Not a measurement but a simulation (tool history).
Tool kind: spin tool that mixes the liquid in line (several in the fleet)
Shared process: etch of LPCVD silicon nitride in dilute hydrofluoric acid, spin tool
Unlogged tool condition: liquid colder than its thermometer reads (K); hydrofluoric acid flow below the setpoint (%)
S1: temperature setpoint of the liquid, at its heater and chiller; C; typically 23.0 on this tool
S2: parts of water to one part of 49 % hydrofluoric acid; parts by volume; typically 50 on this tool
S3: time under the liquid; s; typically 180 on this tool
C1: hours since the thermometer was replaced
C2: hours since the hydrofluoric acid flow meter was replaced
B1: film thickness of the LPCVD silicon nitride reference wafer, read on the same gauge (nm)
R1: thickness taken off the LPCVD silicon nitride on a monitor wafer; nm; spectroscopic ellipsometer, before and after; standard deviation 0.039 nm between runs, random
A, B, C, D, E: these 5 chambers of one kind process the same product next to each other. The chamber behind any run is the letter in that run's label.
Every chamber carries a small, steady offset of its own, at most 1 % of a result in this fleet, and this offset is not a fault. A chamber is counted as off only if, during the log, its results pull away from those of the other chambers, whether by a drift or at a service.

run   hour    S1  S2   S3      C1      C2      B1      R1
 1B    5.3  23.0  50  180   896.8   513.0  129.97  1.5576
 2C   10.2  23.0  50  180  1082.9   222.5  129.98  1.5618
 3D   15.5  23.0  50  180   100.9  1679.0  130.02  1.5921
 4A   19.6  23.0  50  180  1673.4  1178.3  130.04  1.6456
 5E   23.0  19.5  50  180   172.9  1092.0  130.01  1.2490
 6C   26.3  19.5  50  180  1099.0   238.6  129.94  1.1868
 7D   29.9  19.5  50  180   115.3  1693.4  130.02  1.2231
 8A   34.4  19.5  50  180  1688.2  1193.1  130.02  1.2439
 9E   36.8  19.5  50  180   186.7  1105.8  130.01  1.2695
10B   41.0  25.5  60  180   932.5   548.7  129.99  1.6032
      43.7  -- chamber C: thermometer replaced
11B   44.8  25.5  60  180   936.3   552.5  130.00  1.5856
12A   48.4  25.5  60  180  1702.2  1207.1  130.02  1.5927
13C   51.3  25.5  60  180     7.7   263.6  130.02  1.5552
14D   54.0  25.5  60  180   139.4  1717.5  130.03  1.6210
15E   57.6  23.0  50  180   207.5  1126.6  130.05  1.5973
16B   60.7  23.0  50  180   952.2   568.4  129.98  1.5686
17E   65.6  23.0  50  180   215.5  1134.6  129.99  1.4961
18C   70.7  23.0  50  180    27.1   283.0  129.98  1.6007
19A   75.6  27.5  50  245  1729.4  1234.3  129.99  2.9277
20D   80.4  27.5  50  245   165.8  1743.9  130.04  2.8084
21C   84.4  27.5  50  245    40.8   296.7  129.96  2.8889
22D   89.6  27.5  50  245   175.0  1753.1  129.98  2.8474
23A   94.3  27.5  50  245  1748.1  1253.0  130.03  2.9400
24E   98.0  23.0  50  180   247.9  1167.0  129.98  1.5800
25B  102.1  23.0  50  180   993.6   609.8  129.96  1.6092
26D  105.7  23.0  50  180   191.1  1769.2  130.01  1.5570
27A  109.2  23.0  50  180  1763.0  1267.9  130.04  1.6261
28B  113.2  23.0  50  180  1004.7   620.9  130.03  1.5921
29C  116.4  23.0  50  180    72.8   328.7  130.03  1.6126
30E  120.8  23.0  50  180   270.7  1189.8  130.01  1.6250
31D  123.9  19.5  50  230   209.3  1787.4  129.98  1.6180
32A  127.2  19.5  50  230  1781.0  1285.9  129.99  1.5613
33B  130.1  19.5  50  230  1021.6   637.8  129.98  1.6230

Predict what each chamber gives when all 5 of them run the settings below next.
34A  134.0  23.0  50  180               ?
34B  134.0  23.0  50  180               ?
34C  134.0  23.0  50  180               ?
34D  134.0  23.0  50  180               ?
34E  134.0  23.0  50  180               ?

run      R1
34A  1.6130
34B  1.5850
34C  1.6215
34D  1.6382
34E  1.5616
